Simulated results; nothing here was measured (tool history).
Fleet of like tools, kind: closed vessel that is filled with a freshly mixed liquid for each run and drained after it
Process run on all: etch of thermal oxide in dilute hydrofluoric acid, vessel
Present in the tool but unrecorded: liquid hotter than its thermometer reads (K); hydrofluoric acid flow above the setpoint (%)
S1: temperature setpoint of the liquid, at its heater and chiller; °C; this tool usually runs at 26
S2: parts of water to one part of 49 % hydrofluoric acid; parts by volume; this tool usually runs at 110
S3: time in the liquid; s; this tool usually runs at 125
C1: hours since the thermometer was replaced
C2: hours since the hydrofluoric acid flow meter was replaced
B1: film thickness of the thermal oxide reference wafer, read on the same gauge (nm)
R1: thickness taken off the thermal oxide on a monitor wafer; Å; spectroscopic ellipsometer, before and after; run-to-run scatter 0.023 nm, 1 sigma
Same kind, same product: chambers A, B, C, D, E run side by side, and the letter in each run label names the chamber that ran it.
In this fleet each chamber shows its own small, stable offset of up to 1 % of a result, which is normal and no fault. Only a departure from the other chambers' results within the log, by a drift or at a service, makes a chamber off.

run,day,S1,S2,S3,C1,C2,B1,R1
1E,0.358,26,110,125,1539.6,796.4,50.001,59.531
2B,0.550,26,110,125,166.8,892.3,49.986,59.087
3A,0.771,26,110,125,1120.5,468.5,49.984,58.905
4D,1.054,26,110,125,2071.2,823.2,50.015,59.553
5C,1.400,26,80,70,711.8,54.4,50.005,47.576
6A,1.588,26,80,70,1140.1,488.1,50.002,47.072
7E,1.771,26,80,70,1573.5,830.3,49.996,47.328
8C,2.058,26,80,70,727.6,70.2,49.984,47.906
9B,2.433,26,80,70,212.0,937.5,50.008,47.859
10D,2.717,26,110,125,2111.1,863.1,50.002,59.212
11C,2.946,26,110,125,748.9,91.5,49.984,58.862
# day 2.962: chamber E: hydrofluoric acid flow meter replaced
12E,3.250,26,145,95,1609.0,6.9,49.996,33.186
13D,3.658,26,145,95,2133.7,885.7,49.989,33.070
14B,4.062,26,145,95,251.1,976.6,49.972,32.750
15A,4.246,26,145,95,1203.9,551.9,50.013,32.659
16A,4.633,26,145,95,1213.2,561.2,50.006,32.787
17E,4.854,26,110,170,1647.5,45.4,50.007,81.190
# day 4.871: chamber C: thermometer replaced
18B,5.212,26,110,170,278.7,1004.2,50.001,81.397
19D,5.575,26,110,170,2179.7,931.7,49.962,81.673
20C,5.904,26,110,170,24.8,162.5,50.011,80.230
21C,6.242,26,110,170,32.9,170.6,50.027,80.668
22A,6.642,26,110,125,1261.4,609.4,50.002,59.474
23D,7.025,26,110,125,2214.5,966.5,50.008,60.966
24E,7.262,26,110,125,1705.3,103.2,49.975,59.290
25B,7.588,26,110,125,335.7,1061.2,49.992,59.502
26A,7.958,26,110,125,1293.0,641.0,50.007,59.238
27E,8.300,26,110,125,1730.2,128.1,50.003,59.607
28B,8.571,26,110,125,359.3,1084.8,50.018,59.236
29D,8.821,26,110,125,2257.6,1009.6,50.016,61.567
30C,9.154,24,150,125,102.8,240.5,49.987,38.150

One chamber off, gauge drift, or nothing amiss beyond the chambers' own small offsets? If it is a chamber, which one, and what is the likeliest cause?

Little by little, chamber D moves away from the other chambers.
Cause: hydrofluoric acid flow above the setpoint (%) = 3.43.
With only this log, it may be confused with: liquid hotter than its thermometer reads (K).

Below are 4 candidate recipes for chamber D's next run, each the usual settings with a change, their results shown as question marks. Which of them brings D's results back in line with what the other chambers give on the usual settings?
Allowed miss from the other chambers' usual-settings mean, per result, to count as in line: R1 0.800 Å
31D-1,9.446,26.5,110,125,,,,?
31D-2,9.446,26.0,110,130,,,,?
31D-3,9.446,26.0,110,120,,,,?
31D-4,9.446,25.5,110,125,,,,?

Average result of the remaining chambers running the usual settings: R1 59.329 Å
run,R1
31D-1,63.206
31D-2,64.452
31D-3,59.494
31D-4,60.759
The answer is 31D-3, which returns the chamber to within the allowed miss of the others.
